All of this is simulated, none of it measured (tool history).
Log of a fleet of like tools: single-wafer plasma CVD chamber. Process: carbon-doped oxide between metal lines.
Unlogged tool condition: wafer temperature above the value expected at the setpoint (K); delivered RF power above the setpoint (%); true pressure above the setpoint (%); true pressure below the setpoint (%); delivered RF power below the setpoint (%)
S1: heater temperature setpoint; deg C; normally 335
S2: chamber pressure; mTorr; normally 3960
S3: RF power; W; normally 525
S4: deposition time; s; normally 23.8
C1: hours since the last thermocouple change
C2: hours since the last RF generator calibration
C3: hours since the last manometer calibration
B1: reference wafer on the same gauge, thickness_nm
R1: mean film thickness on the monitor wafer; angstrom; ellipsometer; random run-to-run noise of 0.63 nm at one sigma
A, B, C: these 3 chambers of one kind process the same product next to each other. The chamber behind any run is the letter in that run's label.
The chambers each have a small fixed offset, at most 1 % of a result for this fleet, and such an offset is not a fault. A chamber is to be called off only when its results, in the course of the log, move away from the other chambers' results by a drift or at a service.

run	hour	S1	S2	S3	S4	C1	C2	C3	B1	R1
1C	3.7	335	3960	525	23.8	1346.3	1905.9	1334.6	137	1257.9
2A	5.6	335	3960	525	23.8	1078.4	778	437.5	136.98	1261.4
3B	8.2	335	3960	525	23.8	1302.5	2186.3	1713.6	137.27	1256.9
4B	11.7	335	3960	525	23.8	1306	2189.8	1717.1	136.93	1268.1
5A	15.8	335	3960	525	23.8	1088.6	788.2	447.7	136.82	1272.2
6C	18.4	335	3960	525	23.8	1361	1920.6	1349.3	137.1	1257
7B	20.6	335	3960	525	23.8	1314.9	2198.7	1726	137.12	1262.7
8C	23	335	3960	525	23.8	1365.6	1925.2	1353.9	137.16	1261.9
9A	25.8	335	3010	585	23.8	1098.6	798.2	457.7	136.96	1335.7
10B	29.4	335	3010	585	23.8	1323.7	2207.5	1734.8	136.95	1327.3
11A	32.2	335	3010	585	23.8	1105	804.6	464.1	136.98	1315.2
12C	35.2	335	3960	525	23.8	1377.8	1937.4	1366.1	137.19	1269.2
13A	39.3	335	3960	525	23.8	1112.1	811.7	471.2	136.88	1267.7
14C	42.5	335	3960	525	23.8	1385.1	1944.7	1373.4	137.12	1258.4
15B	44.6	335	3960	525	23.8	1338.9	2222.7	1750	137.02	1271.1
16C	47.5	335	3960	525	23.8	1390.1	1949.7	1378.4	137.09	1263.1
17A	51.3	335	3960	525	23.8	1124.1	823.7	483.2	136.87	1267.8
18B	54.4	335	3960	525	23.8	1348.7	2232.5	1759.8	137	1249
19B	57.4	335	3960	525	23.8	1351.7	2235.5	1762.8	137.14	1265.3
20C	60.5	335	3960	525	23.8	1403.1	1962.7	1391.4	137.06	1261.2
21A	64.2	335	3960	525	23.8	1137	836.6	496.1	136.82	1274.1
22C	66.2	335	3960	525	23.8	1408.8	1968.4	1397.1	136.8	1262.4
23B	69.4	335	3960	525	23.8	1363.7	2247.5	1774.8	136.95	1261.3
# hour 70.3: chamber B: thermocouple changed; heater temperature recalibrated
24A	72.8	335	3650	525	23.8	1145.6	845.2	504.7	136.99	1257.3
25B	76.1	335	3650	525	23.8	5.8	2254.2	1781.5	137.04	1249.8
26A	78.6	335	3650	525	23.8	1151.4	851	510.5	137.05	1250.8
27C	81.4	335	3960	525	23.8	1424	1983.6	1412.3	137.1	1261.4
28A	84.5	335	4720	525	26.5	1157.3	856.9	516.4	136.96	1442.3
29B	86.9	335	4720	525	26.5	16.6	2265	1792.3	136.98	1439.7
30C	89.8	335	4720	525	26.5	1432.4	1992	1420.7	137.2	1438.2
31B	92	345	3960	570	23.8	21.7	2270.1	1797.4	137.2	1282.8
32A	96.2	345	3960	570	23.8	1169	868.6	528.1	137	1293.3
33C	99.4	345	3960	570	23.8	1442	2001.6	1430.3	137.14	1275.9
34C	103.2	335	3960	525	23.8	1445.8	2005.4	1434.1	137.06	1257.4
35A	105.8	335	3960	525	23.8	1178.6	878.2	537.7	136.96	1264.6

All chambers now run identical settings, listed one chamber a line with results as question marks. What results will each chamber show?
36A	108.8	335	3960	525	23.8					?
36B	108.8	335	3960	525	23.8					?
36C	108.8	335	3960	525	23.8					?

run	R1
36A	1266.2
36B	1253.3
36C	1260.7

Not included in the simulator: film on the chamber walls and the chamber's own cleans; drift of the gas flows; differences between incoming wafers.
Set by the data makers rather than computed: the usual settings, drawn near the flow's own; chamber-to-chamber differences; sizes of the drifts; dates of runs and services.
